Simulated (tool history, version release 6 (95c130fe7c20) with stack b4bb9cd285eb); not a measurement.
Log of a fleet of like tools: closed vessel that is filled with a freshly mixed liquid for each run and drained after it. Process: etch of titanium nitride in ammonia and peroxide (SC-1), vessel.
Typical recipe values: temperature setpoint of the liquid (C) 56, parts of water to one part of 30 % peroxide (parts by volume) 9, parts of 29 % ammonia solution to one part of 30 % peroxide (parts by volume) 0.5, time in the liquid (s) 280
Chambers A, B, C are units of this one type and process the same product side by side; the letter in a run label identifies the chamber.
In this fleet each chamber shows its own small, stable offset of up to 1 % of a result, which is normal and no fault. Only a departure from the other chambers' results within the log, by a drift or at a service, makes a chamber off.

run,hour,temperature setpoint of the liquid (C),parts of water to one part of 30 % peroxide (parts by volume),parts of 29 % ammonia solution to one part of 30 % peroxide (parts by volume),time in the liquid (s),"read-back film thickness of the titanium nitride reference wafer, read on the same gauge (nm)",thickness taken off the titanium nitride on a monitor wafer (Å)
1A,13.6,56,9,0.5,280,130.02,295.86
2C,26.6,56,9,0.5,280,129.96,295.6
3B,33.6,56,9,0.5,280,130.03,290.63
# hour 41: chamber A: new drum of ammonia solution connected
4A,46.1,56,9,0.5,280,129.99,296.06
5C,59.2,47,9,0.5,130,129.99,73.329
6B,67.8,47,9,0.5,130,129.97,74.103
7B,80.8,47,9,0.5,130,129.98,73.426
8A,92.4,56,9,0.7,400,130.01,440.08
9C,100.2,56,9,0.7,400,130.03,441.03
10A,110.5,56,9,0.7,400,129.96,444.13
11C,119.3,56,9,0.5,280,129.98,295.92
12B,128.6,56,9,0.5,280,129.99,293.7
13B,139.5,56,9,0.5,280,130.02,294.44
14C,149.7,56,9,0.5,280,129.95,292.01
15A,157.9,56,9,0.5,280,129.98,293.14
16C,164.2,56,9,0.5,280,130.03,293.03
17A,171.4,56,9,0.5,280,130,296.28
18B,181,56,9,0.5,280,129.99,292.12
# hour 187.5: chamber A: thermometer replaced
19C,193.4,56,9,0.5,280,130.05,287.54
# hour 203.7: chamber B: new drum of ammonia solution connected
20B,205.5,56,9,0.5,280,129.97,291.59
21A,217.1,56,9,0.5,280,130.05,291.51
22B,226.9,56,9,0.5,280,129.97,293.1
23A,233.5,56,9,0.5,280,129.99,292.14
24C,240.4,56,9,0.5,280,130.02,286.03
25C,247.8,56,9,0.5,280,129.99,282.14
26A,256.6,56,9,0.65,280,130.01,306.56
27B,264.4,56,9,0.65,280,130.02,307.8
28A,273.7,56,9,0.65,280,130,305.68
29C,282.3,56,9,0.5,280,130,279.31
30B,288.3,56,7.5,0.7,280,130,337.84
31C,294.4,56,7.5,0.7,280,130.05,322.19
32B,304.7,56,7.5,0.7,280,129.98,337.63
# hour 313.1: chamber C: new drum of ammonia solution connected
33A,314.2,56,9,0.5,280,130.02,291.99
34C,320.7,56,9,0.5,280,129.95,275.22
# hour 323.6: chamber C: ammonia flow meter replaced
35B,333.4,56,9,0.5,280,130.01,289.7
# hour 345.3: chamber B: thermometer replaced
36A,345.3,56,9,0.5,280,130.02,294.48
37B,352.7,56,12.5,0.5,405,130,355.71
38A,364.9,56,12.5,0.5,405,130.02,358.67
39C,377,56,12.5,0.5,405,130,328.83
40A,384.6,56,9,0.5,280,129.99,294.13
41B,390.9,56,9,0.5,280,130.05,291.49
42C,403.2,56,9,0.5,280,130,265.42

Has any chamber moved away from the others, gradually or after a service, or does the common gauge drift, or do the chambers differ only by their own small steady offsets? State the chamber and the most likely cause if one applies.

Chamber C drifts away from the others.
What lies behind it: liquid colder than its thermometer reads (K) = 1.4.

Here are 4 candidates for chamber C's next run, each the usual settings with a change, their results left as question marks. Which one brings its results back in line with what the others give on the usual settings?
Counts as in line when no further than this from what the other chambers average on the usual settings: thickness taken off the titanium nitride on a monitor wafer (Å) 6.8
43C-1,413.2,56,7.5,0.5,280,,?
43C-2,413.2,56.5,9,0.5,280,,?
43C-3,413.2,56,9,0.5,255,,?
43C-4,413.2,56,9.5,0.5,280,,?

Other chambers, usual settings, mean: thickness taken off the titanium nitride on a monitor wafer (Å) 293.05
run,thickness taken off the titanium nitride on a monitor wafer (Å)
43C-1,293.45
43C-2,277.14
43C-3,244
43C-4,260.66
43C-1 is the one that brings the chamber's results back in line with the other chambers.
